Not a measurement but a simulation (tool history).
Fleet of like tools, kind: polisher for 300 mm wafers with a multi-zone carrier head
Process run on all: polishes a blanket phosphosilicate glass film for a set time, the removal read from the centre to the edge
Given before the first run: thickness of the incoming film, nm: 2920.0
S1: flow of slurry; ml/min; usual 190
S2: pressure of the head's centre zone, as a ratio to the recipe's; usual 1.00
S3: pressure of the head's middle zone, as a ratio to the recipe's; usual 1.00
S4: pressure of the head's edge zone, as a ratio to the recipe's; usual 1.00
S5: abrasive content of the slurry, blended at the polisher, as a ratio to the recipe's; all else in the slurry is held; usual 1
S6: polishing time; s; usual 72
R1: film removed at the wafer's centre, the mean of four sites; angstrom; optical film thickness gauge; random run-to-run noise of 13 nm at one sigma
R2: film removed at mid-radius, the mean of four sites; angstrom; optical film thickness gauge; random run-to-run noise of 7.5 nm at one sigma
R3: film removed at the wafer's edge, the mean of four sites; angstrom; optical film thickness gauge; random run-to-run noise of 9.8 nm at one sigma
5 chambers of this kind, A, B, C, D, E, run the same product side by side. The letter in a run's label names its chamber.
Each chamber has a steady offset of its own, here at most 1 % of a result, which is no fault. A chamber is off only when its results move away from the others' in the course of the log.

At hour 0.2: chamber E: worn pad replaced by a new one.
At hour 8.2: chamber C: worn pad replaced by a new one.
At hour 9.4: chamber B: worn pad replaced by a new one.
Run 1E, hour 11.7: usual settings. Result: R1 9745.4 angstrom, R2 9874.2 angstrom, R3 10038.0 angstrom.
At hour 14.4: chamber D: worn pad replaced by a new one.
Run 2D, hour 23.9: usual settings. Result: R1 9759.6 angstrom, R2 10016.0 angstrom, R3 10035.0 angstrom.
At hour 25.8: chamber A: worn pad replaced by a new one.
Run 3B, hour 32.2: usual settings. Result: R1 9994.7 angstrom, R2 10004.0 angstrom, R3 9885.1 angstrom.
Run 4A, hour 42.4: usual settings. Result: R1 9906.0 angstrom, R2 9891.0 angstrom, R3 9836.0 angstrom.
At hour 49.2: chamber D: slurry nozzle cleaned.
Run 5C, hour 57.9: usual settings. Result: R1 10101.0 angstrom, R2 9887.9 angstrom, R3 9878.8 angstrom.
At hour 60.4: chamber E: edge zone pressure recalibrated.
Run 6A, hour 68.0: usual settings. Result: R1 9817.3 angstrom, R2 9939.0 angstrom, R3 9913.0 angstrom.
Run 7E, hour 75.3: usual settings. Result: R1 9903.8 angstrom, R2 10093.0 angstrom, R3 10093.0 angstrom.
At hour 82.9: chamber E: worn pad replaced by a new one.
Run 8C, hour 88.8: usual settings. Result: R1 10040.0 angstrom, R2 9911.2 angstrom, R3 9752.9 angstrom.
Run 9D, hour 98.0: usual settings. Result: R1 9897.9 angstrom, R2 10044.0 angstrom, R3 10048.0 angstrom.
At hour 100.4: chamber B: worn pad replaced by a new one.
At hour 110.2: chamber C: slurry nozzle cleaned.
Run 10B, hour 110.6: usual settings. Result: R1 9768.6 angstrom, R2 9786.3 angstrom, R3 9836.6 angstrom.
Run 11A, hour 119.3: usual settings. Result: R1 9894.0 angstrom, R2 10003.0 angstrom, R3 9854.6 angstrom.
Run 12B, hour 129.3: usual settings. Result: R1 10018.0 angstrom, R2 9928.3 angstrom, R3 9774.7 angstrom.
Run 13E, hour 139.2: usual settings but S3 1.05, S4 1.10. Result: R1 9827.0 angstrom, R2 10477.0 angstrom, R3 10288.0 angstrom.
At hour 145.4: chamber E: centre zone pressure recalibrated.
Run 14C, hour 149.9: usual settings but S3 1.05, S4 1.10. Result: R1 9934.9 angstrom, R2 10378.0 angstrom, R3 10257.0 angstrom.
Run 15D, hour 156.9: usual settings but S3 1.05, S4 1.10. Result: R1 9845.5 angstrom, R2 10238.0 angstrom, R3 10473.0 angstrom.
Run 16B, hour 165.2: usual settings but S3 1.05, S4 1.10. Result: R1 10006.0 angstrom, R2 10297.0 angstrom, R3 10373.0 angstrom.
At hour 166.6: chamber E: worn pad replaced by a new one.
At hour 171.6: chamber B: centre zone pressure recalibrated.
Run 17D, hour 181.1: usual settings but S3 1.05, S4 1.10. Result: R1 9751.5 angstrom, R2 10159.0 angstrom, R3 10382.0 angstrom.
Run 18E, hour 189.9: usual settings. Result: R1 9899.5 angstrom, R2 9927.3 angstrom, R3 9858.7 angstrom.
At hour 192.0: chamber C: worn pad replaced by a new one.
At hour 195.1: chamber B: worn pad replaced by a new one.
Run 19A, hour 203.6: usual settings. Result: R1 9767.0 angstrom, R2 9952.5 angstrom, R3 9898.3 angstrom.
At hour 209.3: chamber A: centre zone pressure recalibrated.
Run 20C, hour 213.0: usual settings. Result: R1 9929.3 angstrom, R2 9930.6 angstrom, R3 9953.3 angstrom.
At hour 218.0: chamber A: worn pad replaced by a new one.
At hour 220.9: chamber D: worn pad replaced by a new one.
Run 21A, hour 222.9: usual settings. Result: R1 9731.4 angstrom, R2 10081.0 angstrom, R3 9845.3 angstrom.
Run 22D, hour 231.8: usual settings. Result: R1 9657.9 angstrom, R2 9780.4 angstrom, R3 9815.4 angstrom.
Run 23C, hour 243.2: usual settings but S4 0.91. Result: R1 9587.4 angstrom, R2 9862.0 angstrom, R3 9322.7 angstrom.
At hour 247.2: chamber E: slurry nozzle cleaned.
Run 24B, hour 258.0: usual settings but S4 0.91. Result: R1 9962.7 angstrom, R2 9914.7 angstrom, R3 9340.9 angstrom.
At hour 266.5: chamber B: slurry nozzle cleaned.
Run 25E, hour 270.7: usual settings but S4 0.91. Result: R1 10041.0 angstrom, R2 9976.8 angstrom, R3 9334.1 angstrom.
At hour 275.8: chamber E: worn pad replaced by a new one.
Run 26B, hour 280.3: usual settings but S4 0.91. Result: R1 9946.6 angstrom, R2 9916.2 angstrom, R3 9536.9 angstrom.
At hour 289.1: chamber B: worn pad replaced by a new one.
Run 27A, hour 289.8: usual settings but S4 0.91. Result: R1 9907.0 angstrom, R2 9938.6 angstrom, R3 9412.3 angstrom.
Run 28D, hour 306.0: usual settings. Result: R1 10017.0 angstrom, R2 9885.0 angstrom, R3 9742.0 angstrom.
At hour 306.7: chamber B: edge zone pressure recalibrated.
At hour 307.2: chamber C: centre zone pressure recalibrated.
At hour 321.2: chamber C: slurry nozzle cleaned.
Run 29E, hour 321.8: usual settings. Result: R1 9877.0 angstrom, R2 9855.8 angstrom, R3 9813.2 angstrom.
Run 30C, hour 330.5: usual settings but S2 0.94. Result: R1 9067.5 angstrom, R2 9908.4 angstrom, R3 9833.4 angstrom.
At hour 331.3: chamber D: slurry nozzle cleaned.
Run 31D, hour 338.7: usual settings but S2 0.94. Result: R1 9044.6 angstrom, R2 9920.8 angstrom, R3 9857.5 angstrom.
Run 32E, hour 348.1: usual settings but S2 0.94. Result: R1 9103.2 angstrom, R2 9974.4 angstrom, R3 9969.0 angstrom.
Run 33B, hour 357.7: usual settings but S2 0.94. Result: R1 9177.0 angstrom, R2 9862.4 angstrom, R3 9700.5 angstrom.
At hour 361.1: chamber C: worn pad replaced by a new one.
Run 34C, hour 366.7: usual settings but S2 0.94. Result: R1 9491.4 angstrom, R2 9830.5 angstrom, R3 9870.7 angstrom.
At hour 370.1: chamber E: worn pad replaced by a new one.
At hour 376.5: chamber B: worn pad replaced by a new one.
Run 35A, hour 378.9: usual settings. Result: R1 9958.3 angstrom, R2 10027.0 angstrom, R3 9874.4 angstrom.
Run 36C, hour 386.7: usual settings. Result: R1 10002.0 angstrom, R2 9885.4 angstrom, R3 9807.8 angstrom.
Run 37D, hour 394.4: usual settings. Result: R1 9806.1 angstrom, R2 9900.2 angstrom, R3 9948.4 angstrom.
Run 38E, hour 402.2: usual settings. Result: R1 9666.2 angstrom, R2 9876.3 angstrom, R3 9965.8 angstrom.
Run 39A, hour 414.7: usual settings but S1 235 ml/min, S3 1.06. Result: R1 9944.8 angstrom, R2 10891.0 angstrom, R3 10063.0 angstrom.
Run 40B, hour 423.2: usual settings but S1 235 ml/min, S3 1.06. Result: R1 10126.0 angstrom, R2 10822.0 angstrom, R3 10052.0 angstrom.

Does one chamber stand apart from the rest, does the shared gauge drift, or is all well apart from small per-chamber offsets? Give the chamber and the most likely cause, where there is one.

Nothing is wrong: each chamber keeps only its own small, steady offset and the gauge holds still.

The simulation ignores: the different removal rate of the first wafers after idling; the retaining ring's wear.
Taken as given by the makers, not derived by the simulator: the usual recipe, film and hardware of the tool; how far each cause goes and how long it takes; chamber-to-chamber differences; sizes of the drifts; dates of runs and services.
